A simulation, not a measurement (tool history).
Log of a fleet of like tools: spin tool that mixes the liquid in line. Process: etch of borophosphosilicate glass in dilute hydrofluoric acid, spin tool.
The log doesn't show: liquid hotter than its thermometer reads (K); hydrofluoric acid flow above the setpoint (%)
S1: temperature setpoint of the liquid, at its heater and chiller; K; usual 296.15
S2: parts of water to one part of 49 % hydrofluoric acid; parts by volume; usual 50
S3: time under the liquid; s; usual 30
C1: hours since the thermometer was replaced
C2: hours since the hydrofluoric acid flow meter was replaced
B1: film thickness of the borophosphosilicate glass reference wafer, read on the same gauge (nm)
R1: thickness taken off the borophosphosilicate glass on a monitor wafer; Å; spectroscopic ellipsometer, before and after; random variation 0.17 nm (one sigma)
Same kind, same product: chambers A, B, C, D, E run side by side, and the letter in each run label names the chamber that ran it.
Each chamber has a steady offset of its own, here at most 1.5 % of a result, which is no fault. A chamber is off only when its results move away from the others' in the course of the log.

run   hour      S1  S2  S3      C1      C2      B1      R1
 1B    4.6  296.15  50  30   475.8   945.6  29.983  266.51
 2A    9.2  296.15  50  30   725.4    43.1  29.978  267.90
 3E   13.1  296.15  50  30   627.8  1955.6  29.964  270.33
      15.4  -- chamber C: thermometer replaced
 4C   16.2  296.15  50  30     0.9   871.4  29.965  263.49
 5D   20.1  296.15  50  30  2086.4   573.9  29.999  267.66
 6E   22.9  296.15  50  30   637.6  1965.4  30.013  274.97
 7D   27.1  296.15  50  30  2093.4   580.9  29.999  267.39
 8A   30.0  296.15  50  30   746.2    63.9  30.019  268.90
 9B   33.4  296.15  50  30   504.6   974.4  29.982  266.93
10C   37.7  296.15  50  30    22.4   892.9  29.938  265.39
11B   41.2  296.15  50  30   512.4   982.2  30.049  264.86
12D   45.2  296.15  50  30  2111.5   599.0  30.010  266.91
13E   48.6  296.15  50  30   663.3  1991.1  30.004  269.91
14A   50.9  296.15  50  30   767.1    84.8  29.952  267.95
15C   54.8  296.15  50  30    39.5   910.0  30.010  266.50
16D   58.6  296.15  50  30  2124.9   612.4  29.982  268.53
17E   62.4  296.15  50  30   677.1  2004.9  30.008  269.08
18A   66.5  296.15  35  30   782.7   100.4  30.001  390.86
19B   69.7  296.15  35  30   540.9  1010.7  30.014  388.02
20C   74.4  296.15  35  30    59.1   929.6  30.004  383.83
21A   78.5  296.15  35  30   794.7   112.4  30.011  385.77
22E   82.0  296.15  35  30   696.7  2024.5  30.016  393.55
23D   85.1  296.15  50  30  2151.4   638.9  29.942  268.57
24B   87.9  296.15  50  30   559.1  1028.9  29.967  265.12
25C   90.0  296.15  50  30    74.7   945.2  29.954  265.96
26B   93.3  296.15  50  30   564.5  1034.3  29.976  266.75
27D   97.9  296.15  50  30  2164.2   651.7  30.011  267.71
28C  101.6  296.15  50  30    86.3   956.8  29.996  264.20
     104.2  -- chamber E: hydrofluoric acid flow meter replaced
29E  106.3  296.15  50  30   721.0     2.1  30.049  279.40
30A  108.5  296.15  50  30   824.7   142.4  29.971  269.07
31B  113.2  296.15  50  30   584.4  1054.2  29.969  264.55
32A  116.8  296.15  50  30   833.0   150.7  29.946  269.36
33C  119.3  293.65  60  30   104.0   974.5  30.055  198.73
34D  121.7  293.65  60  30  2188.0   675.5  29.971  199.66
35E  124.4  293.65  60  30   739.1    20.2  29.985  210.15
36B  127.0  293.65  60  30   598.2  1068.0  30.025  196.89
37C  129.6  293.65  60  30   114.3   984.8  29.989  200.49
38D  132.9  298.15  40  30  2199.2   686.7  30.022  372.68
39E  137.0  298.15  40  30   751.7    32.8  30.023  387.62
40A  139.7  298.15  40  30   855.9   173.6  30.007  367.46
41A  142.6  298.15  40  30   858.8   176.5  30.011  371.55
42E  144.8  298.15  40  30   759.5    40.6  30.029  395.71
43B  147.2  296.15  50  15   618.4  1088.2  30.007  131.02

Has any chamber moved away from the others, gradually or after a service, or does the common gauge drift, or do the chambers differ only by their own small steady offsets? State the chamber and the most likely cause if one applies.

Chamber E drifts away from the others.
Most likely cause: liquid hotter than its thermometer reads (K) = 1.71.

Here are 4 candidates for chamber E's next run, each the usual settings with a change, their results left as question marks. Which one brings its results back in line with what the others give on the usual settings?
Maximum distance from the other chambers' mean on the usual settings for a result to count as in line: R1 6.00 Å
44E-1  150.6  295.15  50  30               ?
44E-2  150.6  298.15  50  30               ?
44E-3  150.6  297.15  50  30               ?
44E-4  150.6  294.15  50  30               ?

The other chambers' mean on the usual settings: R1 267.47 Å
  run      R1
44E-1  277.94
44E-2  314.35
44E-3  301.90
44E-4  266.67
The answer is 44E-4, which returns the chamber to within the allowed miss of the others.
